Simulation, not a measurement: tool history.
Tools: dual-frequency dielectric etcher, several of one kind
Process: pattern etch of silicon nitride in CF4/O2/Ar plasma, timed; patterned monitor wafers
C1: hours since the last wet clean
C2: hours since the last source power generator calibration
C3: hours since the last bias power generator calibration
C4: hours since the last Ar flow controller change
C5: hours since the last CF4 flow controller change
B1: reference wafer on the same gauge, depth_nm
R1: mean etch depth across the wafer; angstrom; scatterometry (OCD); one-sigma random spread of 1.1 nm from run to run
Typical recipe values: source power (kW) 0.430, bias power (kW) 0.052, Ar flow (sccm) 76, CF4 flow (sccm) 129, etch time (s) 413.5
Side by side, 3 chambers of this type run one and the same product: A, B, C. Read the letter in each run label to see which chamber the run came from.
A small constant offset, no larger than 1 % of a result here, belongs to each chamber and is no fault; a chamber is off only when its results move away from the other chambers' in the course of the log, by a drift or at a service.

run 1A hour=5.1 | source_power_(kW)=0.430 bias_power_(kW)=0.052 Ar_flow_(sccm)=76 CF4_flow_(sccm)=129 etch_time_(s)=413.5 | C1=186.9 C2=1586.3 C3=2186.9 C4=3119.9 C5=2326.2 | B1=826.68 | R1=7350.4
run 2C hour=9.3 | source_power_(kW)=0.430 bias_power_(kW)=0.052 Ar_flow_(sccm)=76 CF4_flow_(sccm)=129 etch_time_(s)=413.5 | C1=279.7 C2=2606.3 C3=1613.4 C4=248.3 C5=3535.2 | B1=826.30 | R1=7442.5
run 3B hour=13.5 | source_power_(kW)=0.430 bias_power_(kW)=0.052 Ar_flow_(sccm)=76 CF4_flow_(sccm)=129 etch_time_(s)=413.5 | C1=230.4 C2=1722.6 C3=451.7 C4=183.2 C5=1930.5 | B1=826.17 | R1=7376.5
run 4A hour=18.5 | source_power_(kW)=0.430 bias_power_(kW)=0.052 Ar_flow_(sccm)=76 CF4_flow_(sccm)=129 etch_time_(s)=413.5 | C1=200.3 C2=1599.7 C3=2200.3 C4=3133.3 C5=2339.6 | B1=826.15 | R1=7345.7
run 5B hour=20.8 | source_power_(kW)=0.430 bias_power_(kW)=0.052 Ar_flow_(sccm)=76 CF4_flow_(sccm)=129 etch_time_(s)=413.5 | C1=237.7 C2=1729.9 C3=459.0 C4=190.5 C5=1937.8 | B1=825.83 | R1=7336.1
run 6C hour=23.8 | source_power_(kW)=0.430 bias_power_(kW)=0.052 Ar_flow_(sccm)=76 CF4_flow_(sccm)=129 etch_time_(s)=413.5 | C1=294.2 C2=2620.8 C3=1627.9 C4=262.8 C5=3549.7 | B1=825.70 | R1=7445.7
run 7A hour=27.6 | source_power_(kW)=0.430 bias_power_(kW)=0.052 Ar_flow_(sccm)=76 CF4_flow_(sccm)=129 etch_time_(s)=413.5 | C1=209.4 C2=1608.8 C3=2209.4 C4=3142.4 C5=2348.7 | B1=825.24 | R1=7371.3
run 8B hour=31.9 | source_power_(kW)=0.390 bias_power_(kW)=0.047 Ar_flow_(sccm)=76 CF4_flow_(sccm)=129 etch_time_(s)=413.5 | C1=248.8 C2=1741.0 C3=470.1 C4=201.6 C5=1948.9 | B1=824.97 | R1=6475.8
run 9C hour=35.3 | source_power_(kW)=0.390 bias_power_(kW)=0.047 Ar_flow_(sccm)=76 CF4_flow_(sccm)=129 etch_time_(s)=413.5 | C1=305.7 C2=2632.3 C3=1639.4 C4=274.3 C5=3561.2 | B1=824.99 | R1=6567.2
run 10A hour=40.0 | source_power_(kW)=0.390 bias_power_(kW)=0.047 Ar_flow_(sccm)=76 CF4_flow_(sccm)=129 etch_time_(s)=413.5 | C1=221.8 C2=1621.2 C3=2221.8 C4=3154.8 C5=2361.1 | B1=824.92 | R1=6506.9
-- hour=42.7 chamber A: source power generator calibrated
run 11C hour=42.7 | source_power_(kW)=0.430 bias_power_(kW)=0.052 Ar_flow_(sccm)=76 CF4_flow_(sccm)=160 etch_time_(s)=413.5 | C1=313.1 C2=2639.7 C3=1646.8 C4=281.7 C5=3568.6 | B1=824.40 | R1=7559.2
run 12B hour=45.6 | source_power_(kW)=0.430 bias_power_(kW)=0.052 Ar_flow_(sccm)=76 CF4_flow_(sccm)=160 etch_time_(s)=413.5 | C1=262.5 C2=1754.7 C3=483.8 C4=215.3 C5=1962.6 | B1=824.74 | R1=7493.1
run 13A hour=49.0 | source_power_(kW)=0.430 bias_power_(kW)=0.052 Ar_flow_(sccm)=76 CF4_flow_(sccm)=160 etch_time_(s)=413.5 | C1=230.8 C2=6.3 C3=2230.8 C4=3163.8 C5=2370.1 | B1=824.39 | R1=7479.6
run 14B hour=53.0 | source_power_(kW)=0.430 bias_power_(kW)=0.052 Ar_flow_(sccm)=76 CF4_flow_(sccm)=129 etch_time_(s)=413.5 | C1=269.9 C2=1762.1 C3=491.2 C4=222.7 C5=1970.0 | B1=824.22 | R1=7345.6
run 15C hour=56.8 | source_power_(kW)=0.430 bias_power_(kW)=0.052 Ar_flow_(sccm)=76 CF4_flow_(sccm)=129 etch_time_(s)=413.5 | C1=327.2 C2=2653.8 C3=1660.9 C4=295.8 C5=3582.7 | B1=824.33 | R1=7414.7
run 16A hour=61.2 | source_power_(kW)=0.430 bias_power_(kW)=0.052 Ar_flow_(sccm)=76 CF4_flow_(sccm)=129 etch_time_(s)=364.5 | C1=243.0 C2=18.5 C3=2243.0 C4=3176.0 C5=2382.3 | B1=823.83 | R1=6465.9
run 17C hour=64.6 | source_power_(kW)=0.430 bias_power_(kW)=0.052 Ar_flow_(sccm)=76 CF4_flow_(sccm)=129 etch_time_(s)=364.5 | C1=335.0 C2=2661.6 C3=1668.7 C4=303.6 C5=3590.5 | B1=823.40 | R1=6527.3
run 18B hour=68.9 | source_power_(kW)=0.430 bias_power_(kW)=0.052 Ar_flow_(sccm)=76 CF4_flow_(sccm)=129 etch_time_(s)=364.5 | C1=285.8 C2=1778.0 C3=507.1 C4=238.6 C5=1985.9 | B1=823.11 | R1=6458.9
run 19B hour=73.6 | source_power_(kW)=0.430 bias_power_(kW)=0.052 Ar_flow_(sccm)=76 CF4_flow_(sccm)=129 etch_time_(s)=413.5 | C1=290.5 C2=1782.7 C3=511.8 C4=243.3 C5=1990.6 | B1=822.80 | R1=7324.3
run 20A hour=78.3 | source_power_(kW)=0.430 bias_power_(kW)=0.052 Ar_flow_(sccm)=76 CF4_flow_(sccm)=129 etch_time_(s)=413.5 | C1=260.1 C2=35.6 C3=2260.1 C4=3193.1 C5=2399.4 | B1=822.80 | R1=7327.7
run 21C hour=81.7 | source_power_(kW)=0.430 bias_power_(kW)=0.052 Ar_flow_(sccm)=76 CF4_flow_(sccm)=129 etch_time_(s)=321.0 | C1=352.1 C2=2678.7 C3=1685.8 C4=320.7 C5=3607.6 | B1=822.67 | R1=5765.7
run 22B hour=85.6 | source_power_(kW)=0.430 bias_power_(kW)=0.052 Ar_flow_(sccm)=76 CF4_flow_(sccm)=129 etch_time_(s)=321.0 | C1=302.5 C2=1794.7 C3=523.8 C4=255.3 C5=2002.6 | B1=822.64 | R1=5679.0
run 23A hour=90.4 | source_power_(kW)=0.430 bias_power_(kW)=0.052 Ar_flow_(sccm)=76 CF4_flow_(sccm)=129 etch_time_(s)=321.0 | C1=272.2 C2=47.7 C3=2272.2 C4=3205.2 C5=2411.5 | B1=822.07 | R1=5691.9
run 24C hour=93.3 | source_power_(kW)=0.430 bias_power_(kW)=0.052 Ar_flow_(sccm)=76 CF4_flow_(sccm)=129 etch_time_(s)=413.5 | C1=363.7 C2=2690.3 C3=1697.4 C4=332.3 C5=3619.2 | B1=821.77 | R1=7421.2

All 3 chambers run these settings next. Forecast each chamber's results:
run 25A hour=97.0 | source_power_(kW)=0.430 bias_power_(kW)=0.052 Ar_flow_(sccm)=76 CF4_flow_(sccm)=103 etch_time_(s)=413.5 | R1=?
run 25B hour=97.0 | source_power_(kW)=0.430 bias_power_(kW)=0.052 Ar_flow_(sccm)=76 CF4_flow_(sccm)=103 etch_time_(s)=413.5 | R1=?
run 25C hour=97.0 | source_power_(kW)=0.430 bias_power_(kW)=0.052 Ar_flow_(sccm)=76 CF4_flow_(sccm)=103 etch_time_(s)=413.5 | R1=?

run=25A R1=7144.1
run=25B R1=7136.9
run=25C R1=7234.1
